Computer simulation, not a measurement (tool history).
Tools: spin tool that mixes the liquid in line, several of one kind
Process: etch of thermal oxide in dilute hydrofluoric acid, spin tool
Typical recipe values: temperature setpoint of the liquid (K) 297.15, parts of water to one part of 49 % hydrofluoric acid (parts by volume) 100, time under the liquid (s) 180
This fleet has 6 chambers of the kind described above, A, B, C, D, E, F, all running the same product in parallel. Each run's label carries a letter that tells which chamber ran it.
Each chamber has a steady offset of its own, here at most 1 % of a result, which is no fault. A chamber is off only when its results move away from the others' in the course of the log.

| run | hour | temperature setpoint of the liquid (K) | parts of water to one part of 49 % hydrofluoric acid (parts by volume) | time under the liquid (s) | read-back film thickness of the thermal oxide reference wafer, read on the same gauge (nm) | thickness taken off the thermal oxide on a monitor wafer (Å) |
|---|---|---|---|---|---|---|
| 1B | 5.3 | 297.15 | 100 | 180 | 130.02 | 85.657 |
| 2A | 8.3 | 297.15 | 100 | 180 | 129.99 | 86.04 |
| 3C | 11.8 | 297.15 | 100 | 180 | 129.98 | 86.718 |
| 4E | 16.8 | 297.15 | 100 | 180 | 130.01 | 86.405 |
| 5F | 22.8 | 297.15 | 100 | 180 | 129.99 | 85.935 |
| 6D | 25.4 | 297.15 | 100 | 180 | 130.03 | 86.073 |
| 7A | 28.4 | 297.15 | 100 | 180 | 129.97 | 85.721 |
| 8F | 31.6 | 297.15 | 100 | 180 | 129.99 | 86.357 |
| 9D | 35.4 | 297.15 | 100 | 180 | 130.06 | 86.37 |
| 10B | 39.9 | 297.15 | 100 | 180 | 130.01 | 85.767 |
| 11E | 42.7 | 297.15 | 100 | 180 | 130.05 | 85.719 |
|  | 45.1 | chamber A: hydrofluoric acid flow meter replaced |
| 12C | 47.3 | 297.15 | 100 | 180 | 130.02 | 86.652 |
| 13B | 52.5 | 297.15 | 100 | 180 | 129.98 | 85.688 |
| 14E | 57.9 | 297.15 | 100 | 180 | 129.99 | 85.912 |
| 15D | 63 | 297.15 | 100 | 180 | 129.99 | 86.375 |
| 16F | 67.1 | 297.15 | 100 | 180 | 130.01 | 85.829 |
| 17A | 70.5 | 297.15 | 100 | 180 | 129.97 | 86.497 |
| 18C | 74 | 297.15 | 100 | 180 | 129.99 | 86.414 |
| 19E | 76.6 | 297.15 | 100 | 180 | 130.02 | 86.329 |
| 20A | 81 | 297.15 | 100 | 180 | 129.95 | 86.113 |
| 21D | 86.3 | 297.15 | 100 | 180 | 130 | 86.79 |
| 22B | 91.5 | 297.15 | 100 | 180 | 130 | 85.145 |
| 23C | 97.3 | 294.15 | 100 | 180 | 129.97 | 76.843 |
| 24F | 103.2 | 294.15 | 100 | 180 | 130 | 76.449 |
| 25A | 108.1 | 294.15 | 100 | 180 | 129.95 | 75.81 |
| 26F | 113.9 | 294.15 | 100 | 180 | 129.95 | 75.938 |
| 27B | 116.9 | 294.15 | 100 | 180 | 130.01 | 75.337 |
| 28E | 122.1 | 294.15 | 100 | 180 | 129.99 | 76.864 |
| 29C | 126.3 | 297.15 | 100 | 180 | 129.99 | 86.69 |
| 30D | 130.8 | 297.15 | 100 | 180 | 129.97 | 86.06 |
| 31E | 135 | 297.15 | 100 | 180 | 129.99 | 86.331 |
| 32D | 140 | 297.15 | 100 | 230 | 130.04 | 109.83 |
| 33C | 145.1 | 297.15 | 100 | 230 | 130.04 | 110.83 |
| 34B | 151 | 297.15 | 100 | 230 | 130.02 | 109.56 |
| 35A | 156.2 | 297.15 | 100 | 230 | 129.98 | 110.16 |
| 36F | 160.4 | 297.15 | 100 | 230 | 129.94 | 109.66 |
| 37B | 164.6 | 297.15 | 100 | 230 | 129.97 | 109.56 |
| 38E | 170.4 | 295.65 | 130 | 180 | 129.95 | 60.256 |
| 39D | 175.5 | 295.65 | 130 | 180 | 130.03 | 60.536 |
| 40A | 178.1 | 295.65 | 130 | 180 | 130 | 60.5 |

Decide between three cases: one chamber stands off from its peers, the gauge reading all wafers drifts, or nothing is wrong past each chamber's small offset. Where a chamber is off, say which and what most likely put it there.

Neither any chamber nor the gauge drifts; the chambers differ only by their own small, steady offsets.
